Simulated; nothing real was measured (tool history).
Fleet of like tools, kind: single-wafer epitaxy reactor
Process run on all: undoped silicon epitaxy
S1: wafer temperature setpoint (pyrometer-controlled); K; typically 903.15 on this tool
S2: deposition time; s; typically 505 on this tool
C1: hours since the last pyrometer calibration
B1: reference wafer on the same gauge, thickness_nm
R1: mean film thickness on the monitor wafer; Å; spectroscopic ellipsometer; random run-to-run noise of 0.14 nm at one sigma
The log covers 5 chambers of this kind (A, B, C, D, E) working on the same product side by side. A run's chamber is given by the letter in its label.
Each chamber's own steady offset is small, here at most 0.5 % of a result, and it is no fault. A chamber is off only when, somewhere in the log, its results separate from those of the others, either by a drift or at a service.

| run | hour | S1 | S2 | C1 | B1 | R1 |
|---|---|---|---|---|---|---|
| 1C | 7.5 | 903.15 | 505 | 259.2 | 58.282 | 545.18 |
| 2B | 13.5 | 903.15 | 505 | 975.8 | 58.289 | 541.15 |
| 3D | 18.7 | 903.15 | 505 | 2628.5 | 58.279 | 542.95 |
| 4E | 23.9 | 903.15 | 505 | 1597.4 | 58.272 | 543.42 |
| 5A | 28 | 903.15 | 505 | 148.5 | 58.294 | 542.53 |
| 6D | 33.5 | 903.15 | 505 | 2643.3 | 58.314 | 542.96 |
| 7E | 39 | 903.15 | 505 | 1612.5 | 58.311 | 541.62 |
| 8A | 43.7 | 903.15 | 505 | 164.2 | 58.293 | 543.45 |
| 9C | 51.5 | 903.15 | 505 | 303.2 | 58.245 | 543.73 |
| 10B | 58.6 | 903.15 | 505 | 1020.9 | 58.318 | 543.78 |
| 11A | 64.8 | 903.15 | 505 | 185.3 | 58.299 | 542.42 |
| 12C | 70.7 | 903.15 | 505 | 322.4 | 58.284 | 541.57 |
| 13B | 78.7 | 903.15 | 505 | 1041 | 58.318 | 543.8 |
| 14D | 86.2 | 903.15 | 505 | 2696 | 58.285 | 542.72 |
| 15E | 92 | 903.15 | 505 | 1665.5 | 58.304 | 542.95 |
| 16B | 95.6 | 903.15 | 577 | 1057.9 | 58.302 | 623.13 |
| 17D | 103.1 | 903.15 | 577 | 2712.9 | 58.284 | 620.71 |
| 18C | 109.1 | 903.15 | 577 | 360.8 | 58.325 | 619.85 |
| 19A | 113.4 | 903.15 | 577 | 233.9 | 58.296 | 617.33 |
| 20E | 117.1 | 903.15 | 577 | 1690.6 | 58.312 | 621.22 |
| 21A | 125.3 | 903.15 | 505 | 245.8 | 58.298 | 542.09 |
| 22C | 130.1 | 903.15 | 505 | 381.8 | 58.3 | 543.88 |
| 23B | 136.9 | 903.15 | 505 | 1099.2 | 58.308 | 546.55 |
| 24D | 142.2 | 903.15 | 505 | 2752 | 58.299 | 542.04 |
| 25E | 149.6 | 903.15 | 505 | 1723.1 | 58.283 | 543.26 |
| 26D | 153.5 | 898.15 | 456 | 2763.3 | 58.35 | 437.48 |
| 27C | 159.1 | 898.15 | 456 | 410.8 | 58.315 | 439.08 |
| 28B | 164.5 | 898.15 | 456 | 1126.8 | 58.318 | 444.43 |
| 29A | 172.5 | 898.15 | 456 | 293 | 58.304 | 436.66 |
| 30E | 179 | 898.15 | 456 | 1752.5 | 58.286 | 436.66 |
| 31A | 184.2 | 903.15 | 505 | 304.7 | 58.279 | 544.28 |
| 32B | 192.3 | 903.15 | 505 | 1154.6 | 58.331 | 554.98 |
| 33C | 195.9 | 903.15 | 505 | 447.6 | 58.283 | 542.81 |
| 34D | 202.7 | 903.15 | 505 | 2812.5 | 58.308 | 541.86 |
| 35E | 207.3 | 903.15 | 505 | 1780.8 | 58.293 | 542.26 |
| 36B | 211.5 | 903.15 | 505 | 1173.8 | 58.308 | 558.94 |
| 37A | 216.9 | 903.15 | 505 | 337.4 | 58.282 | 543.2 |
| 38C | 224.2 | 915.15 | 505 | 475.9 | 58.313 | 715.76 |
| 39E | 229.1 | 915.15 | 505 | 1802.6 | 58.273 | 716.59 |
| 40D | 233.9 | 915.15 | 505 | 2843.7 | 58.304 | 708.53 |
| 41D | 241.9 | 915.15 | 505 | 2851.7 | 58.293 | 710.77 |
| 42E | 245.8 | 915.15 | 505 | 1819.3 | 58.259 | 713.85 |

All chambers now run identical settings, listed one chamber a line with results as question marks. What results will each chamber show?
| 43A | 251.7 | 903.15 | 505 |  |  | ? |
| 43B | 251.7 | 903.15 | 505 |  |  | ? |
| 43C | 251.7 | 903.15 | 505 |  |  | ? |
| 43D | 251.7 | 903.15 | 505 |  |  | ? |
| 43E | 251.7 | 903.15 | 505 |  |  | ? |

| run | R1 |
|---|---|
| 43A | 542.91 |
| 43B | 563.32 |
| 43C | 543.33 |
| 43D | 543.88 |
| 43E | 544.52 |

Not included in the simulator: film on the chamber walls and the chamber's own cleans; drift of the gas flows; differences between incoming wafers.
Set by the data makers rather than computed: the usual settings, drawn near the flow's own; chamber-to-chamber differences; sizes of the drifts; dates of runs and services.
